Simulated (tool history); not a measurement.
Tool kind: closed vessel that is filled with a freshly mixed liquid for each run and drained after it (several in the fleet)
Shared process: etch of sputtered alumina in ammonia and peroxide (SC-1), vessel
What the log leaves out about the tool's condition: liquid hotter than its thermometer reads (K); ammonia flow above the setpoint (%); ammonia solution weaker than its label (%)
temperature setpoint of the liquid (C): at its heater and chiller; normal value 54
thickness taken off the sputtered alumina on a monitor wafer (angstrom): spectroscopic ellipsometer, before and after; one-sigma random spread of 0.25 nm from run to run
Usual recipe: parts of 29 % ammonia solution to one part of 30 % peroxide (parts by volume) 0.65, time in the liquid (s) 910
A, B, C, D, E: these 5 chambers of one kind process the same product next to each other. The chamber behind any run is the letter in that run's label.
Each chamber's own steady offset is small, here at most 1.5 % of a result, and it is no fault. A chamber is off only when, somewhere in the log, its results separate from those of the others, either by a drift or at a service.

run   hour  temperature setpoint of the liquid (C)  parts of 29 % ammonia solution to one part of 30 % peroxide (parts by volume)  time in the liquid (s)  hours since the thermometer was replaced  hours since the ammonia flow meter was replaced  hours since the drum of ammonia solution was connected  read-back film thickness of the sputtered alumina reference wafer, read on the same gauge (nm)  thickness taken off the sputtered alumina on a monitor wafer (angstrom)
 1C   11.2                                      54                                                                           0.65                     910                                    1756.2                                            761.5                                                   350.7                                                                                          70.004                                                                   379.88
 2B   22.2                                      54                                                                           0.65                     910                                     566.5                                            149.7                                                    39.3                                                                                           70.01                                                                   379.94
 3A   27.4                                      54                                                                           0.65                     910                                      36.9                                            444.5                                                    44.6                                                                                          69.995                                                                   382.46
 4D   32.4                                      54                                                                           0.65                     910                                     278.5                                            796.3                                                     602                                                                                           69.99                                                                   382.94
      36.1  -- chamber C: ammonia flow meter replaced
 5E   38.6                                      54                                                                           0.65                     910                                    1526.5                                            162.5                                                   205.3                                                                                          70.004                                                                   389.85
 6B   47.3                                      54                                                                           0.65                     910                                     591.6                                            174.8                                                    64.4                                                                                          70.022                                                                   387.91
 7A   58.4                                      54                                                                            0.9                    1335                                      67.9                                            475.5                                                    75.6                                                                                          69.972                                                                   577.91
 8C   68.7                                      54                                                                            0.9                    1335                                    1813.7                                             32.7                                                   408.2                                                                                          70.016                                                                   570.74
 9D   77.9                                      54                                                                            0.9                    1335                                       324                                            841.8                                                   647.5                                                                                          69.991                                                                   579.61
10E   83.3                                      54                                                                            0.9                    1335                                    1571.2                                            207.2                                                     250                                                                                          69.983                                                                   586.21
11A   93.5                                      54                                                                            0.9                    1335                                       103                                            510.6                                                   110.7                                                                                          69.992                                                                   569.27
12D  100.7                                      54                                                                           0.65                     550                                     346.8                                            864.6                                                   670.3                                                                                          70.005                                                                   230.16
13C  109.8                                      54                                                                           0.65                     550                                    1854.8                                             73.8                                                   449.3                                                                                          69.993                                                                   227.87
14E  119.7                                      54                                                                           0.65                     550                                    1607.6                                            243.6                                                   286.4                                                                                          70.006                                                                   238.15
15B  130.9                                      54                                                                           0.65                     550                                     675.2                                            258.4                                                     148                                                                                          69.999                                                                   230.67
16E  139.7                                      54                                                                           0.65                     550                                    1627.6                                            263.6                                                   306.4                                                                                          69.991                                                                   237.97
17A  145.9                                      54                                                                           0.65                     910                                     155.4                                              563                                                   163.1                                                                                          69.999                                                                   384.17
     146.4  -- chamber C: new drum of ammonia solution connected
18B  157.3                                      54                                                                           0.65                     910                                     701.6                                            284.8                                                   174.4                                                                                          69.998                                                                   381.88
19D  167.8                                      54                                                                           0.65                     910                                     413.9                                            931.7                                                   737.4                                                                                          70.019                                                                    381.6
     171.6  -- chamber B: thermometer replaced
20C  175.9                                      54                                                                           0.65                     910                                    1920.9                                            139.9                                                    29.5                                                                                          70.013                                                                    376.8
21D    184                                      49                                                                           0.65                     535                                     430.1                                            947.9                                                   753.6                                                                                          70.005                                                                   170.26
22E  193.4                                      49                                                                           0.65                     535                                    1681.3                                            317.3                                                   360.1                                                                                          69.991                                                                   180.14
23A    202                                      49                                                                           0.65                     535                                     211.5                                            619.1                                                   219.2                                                                                          69.998                                                                   171.68
     203.3  -- chamber B: new drum of ammonia solution connected
24B  207.1                                      49                                                                           0.65                     535                                      35.6                                            334.6                                                     3.8                                                                                          70.007                                                                   171.22
25C  214.4                                      49                                                                           0.65                     535                                    1959.4                                            178.4                                                      68                                                                                          69.982                                                                   170.07
26A  223.9                                      54                                                                           0.65                     910                                     233.4                                              641                                                   241.1                                                                                          69.987                                                                   376.85
27C  232.7                                      54                                                                           0.65                     910                                    1977.7                                            196.7                                                    86.3                                                                                          69.994                                                                   379.21
28E  241.1                                      54                                                                           0.65                     910                                      1729                                              365                                                   407.8                                                                                          69.998                                                                   409.45
29B  249.2                                      54                                                                           0.65                     550                                      77.7                                            376.7                                                    45.9                                                                                          69.969                                                                   233.42
30D  258.5                                      54                                                                           0.65                     550                                     504.6                                           1022.4                                                   828.1                                                                                          70.002                                                                   229.94
31B  263.6                                      54                                                                           0.65                     550                                      92.1                                            391.1                                                    60.3                                                                                          70.003                                                                   234.37
32E  270.8                                      54                                                                           0.65                     550                                    1758.7                                            394.7                                                   437.5                                                                                          70.005                                                                    252.5
33C  282.2                                      54                                                                           0.65                     550                                    2027.2                                            246.2                                                   135.8                                                                                          69.989                                                                   232.36
34A  293.5                                      54                                                                           0.65                     910                                       303                                            710.6                                                   310.7                                                                                          69.973                                                                   382.32

Has any chamber moved away from the others, gradually or after a service, or does the common gauge drift, or do the chambers differ only by their own small steady offsets? State the chamber and the most likely cause if one applies.

Chamber E drifts away from the others.
Likeliest cause: liquid hotter than its thermometer reads (K) = 1.63.

Here are 4 candidates for chamber E's next run, each the usual settings with a change, their results left as question marks. Which one brings its results back in line with what the others give on the usual settings?
In line means no further than this from the other chambers' mean on the usual settings: thickness taken off the sputtered alumina on a monitor wafer (angstrom) 8.7
35E-1  301.7                                      54                                                                           0.25                     910                                                                                                                                                                                                                                                                                                                           ?
35E-2  301.7                                      54                                                                           0.65                     995                                                                                                                                                                                                                                                                                                                           ?
35E-3  301.7                                    52.5                                                                           0.65                     825                                                                                                                                                                                                                                                                                                                           ?
35E-4  301.7                                    55.5                                                                           0.65                     995                                                                                                                                                                                                                                                                                                                           ?

The mean the other chambers reach with the usual settings: thickness taken off the sputtered alumina on a monitor wafer (angstrom) 382.47
  run  thickness taken off the sputtered alumina on a monitor wafer (angstrom)
35E-1                                                                   383.27
35E-2                                                                   459.95
35E-3                                                                   351.75
35E-4                                                                   497.99
With 35E-1, the chamber falls back in line with the rest.
